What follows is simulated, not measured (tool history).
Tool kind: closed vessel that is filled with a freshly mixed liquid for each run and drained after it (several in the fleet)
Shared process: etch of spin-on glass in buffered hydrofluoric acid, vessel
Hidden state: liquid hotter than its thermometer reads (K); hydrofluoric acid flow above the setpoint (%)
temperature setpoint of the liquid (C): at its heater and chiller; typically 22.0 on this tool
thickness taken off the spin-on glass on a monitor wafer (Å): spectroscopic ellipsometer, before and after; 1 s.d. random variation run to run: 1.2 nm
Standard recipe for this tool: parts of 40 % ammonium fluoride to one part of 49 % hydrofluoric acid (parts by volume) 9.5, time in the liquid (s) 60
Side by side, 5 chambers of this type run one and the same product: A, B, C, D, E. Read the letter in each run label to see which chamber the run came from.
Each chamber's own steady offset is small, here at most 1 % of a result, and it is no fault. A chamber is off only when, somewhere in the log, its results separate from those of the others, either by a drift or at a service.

run	hour	temperature setpoint of the liquid (C)	parts of 40 % ammonium fluoride to one part of 49 % hydrofluoric acid (parts by volume)	time in the liquid (s)	hours since the thermometer was replaced	hours since the hydrofluoric acid flow meter was replaced	read-back film thickness of the spin-on glass reference wafer, read on the same gauge (nm)	thickness taken off the spin-on glass on a monitor wafer (Å)
1D	7.2	22.0	9.5	60	1003.9	1600.7	40.027	1923.6
2A	17.2	22.0	9.5	60	225.4	516.4	40.024	1899.0
3E	25.0	22.0	9.5	60	352.1	98.5	40.014	1883.9
4C	32.8	22.0	9.5	60	552.0	913.4	39.952	1890.8
5B	40.7	22.0	9.5	60	1418.3	1548.2	40.030	1934.8
6D	47.1	22.0	9.5	60	1043.8	1640.6	39.997	1923.3
7A	52.0	22.0	8.0	60	260.2	551.2	40.024	2258.1
8E	56.9	22.0	8.0	60	384.0	130.4	40.008	2223.3
9C	63.0	22.0	8.0	60	582.2	943.6	40.002	2261.6
10B	69.7	22.0	8.0	60	1447.3	1577.2	39.983	2246.9
11D	76.1	22.0	8.0	60	1072.8	1669.6	39.982	2255.9
12A	83.3	22.0	9.5	60	291.5	582.5	39.970	1911.8
13C	93.7	22.0	9.5	60	612.9	974.3	40.000	1907.5
14B	103.1	22.0	9.5	60	1480.7	1610.6	39.987	1920.6
15E	111.4	22.0	9.5	60	438.5	184.9	40.007	1895.9
16E	117.8	22.0	9.5	60	444.9	191.3	39.996	1889.0
17D	125.5	22.0	9.5	60	1122.2	1719.0	40.004	1954.1
18B	133.4	22.0	6.0	60	1511.0	1640.9	39.985	2950.3
19C	140.8	22.0	6.0	60	660.0	1021.4	39.996	3010.8
20A	151.7	22.0	6.0	60	359.9	650.9	40.008	2951.5
21E	159.3	22.0	6.0	60	486.4	232.8	39.991	2946.4
22B	169.9	22.0	6.0	60	1547.5	1677.4	39.991	3006.9
23C	180.5	22.0	9.5	60	699.7	1061.1	40.041	1893.0
24D	187.9	22.0	5.5	60	1184.6	1781.4	40.027	3313.5
25A	198.1	22.0	5.5	60	406.3	697.3	40.024	3179.6
26C	208.9	22.0	5.5	60	728.1	1089.5	40.011	3258.1
27A	217.9	22.0	5.5	60	426.1	717.1	39.963	3206.2
28E	223.1	22.0	5.5	60	550.2	296.6	40.000	3198.0
29B	231.5	22.0	9.5	60	1609.1	1739.0	40.004	1921.5
30D	237.6	22.0	9.5	60	1234.3	1831.1	40.005	1991.3
31A	246.6	22.0	9.5	60	454.8	745.8	39.977	1911.7
32C	252.9	22.0	9.5	60	772.1	1133.5	40.040	1924.7
33E	260.6	22.0	9.5	60	587.7	334.1	40.011	1895.7
34D	269.2	22.0	9.5	60	1265.9	1862.7	39.994	1975.6
35B	277.0	22.0	9.5	60	1654.6	1784.5	39.987	1923.1
36C	284.1	22.0	9.5	60	803.3	1164.7	39.996	1927.9
37A	292.0	22.0	9.5	60	500.2	791.2	39.991	1925.7
38D	299.1	22.0	9.5	70	1295.8	1892.6	39.975	2370.4

What goes on in this fleet: one chamber off, a drifting gauge, or nothing beyond the chambers' own small offsets? Name the chamber and the cause, if any.

One chamber, D, drifts off from the rest bit by bit.
Likeliest cause: liquid hotter than its thermometer reads (K) = 0.95.
The log may not separate it from: hydrofluoric acid flow above the setpoint (%).

Here are 4 candidates for chamber D's next run, each the usual settings with a change, their results left as question marks. Which one brings its results back in line with what the others give on the usual settings?
In-line tolerance around the mean of the other chambers on the usual settings: thickness taken off the spin-on glass on a monitor wafer (Å) 43.0
39D-1	306.9	21.5	10.5	60				?
39D-2	306.9	22.5	9.0	60				?
39D-3	306.9	22.5	9.5	65				?
39D-4	306.9	21.0	9.5	60				?

Usual-settings mean across the other chambers: thickness taken off the spin-on glass on a monitor wafer (Å) 1914.2
run	thickness taken off the spin-on glass on a monitor wafer (Å)
39D-1	1813.1
39D-2	2150.0
39D-3	2249.7
39D-4	1912.3
39D-4 brings the chamber back in line.

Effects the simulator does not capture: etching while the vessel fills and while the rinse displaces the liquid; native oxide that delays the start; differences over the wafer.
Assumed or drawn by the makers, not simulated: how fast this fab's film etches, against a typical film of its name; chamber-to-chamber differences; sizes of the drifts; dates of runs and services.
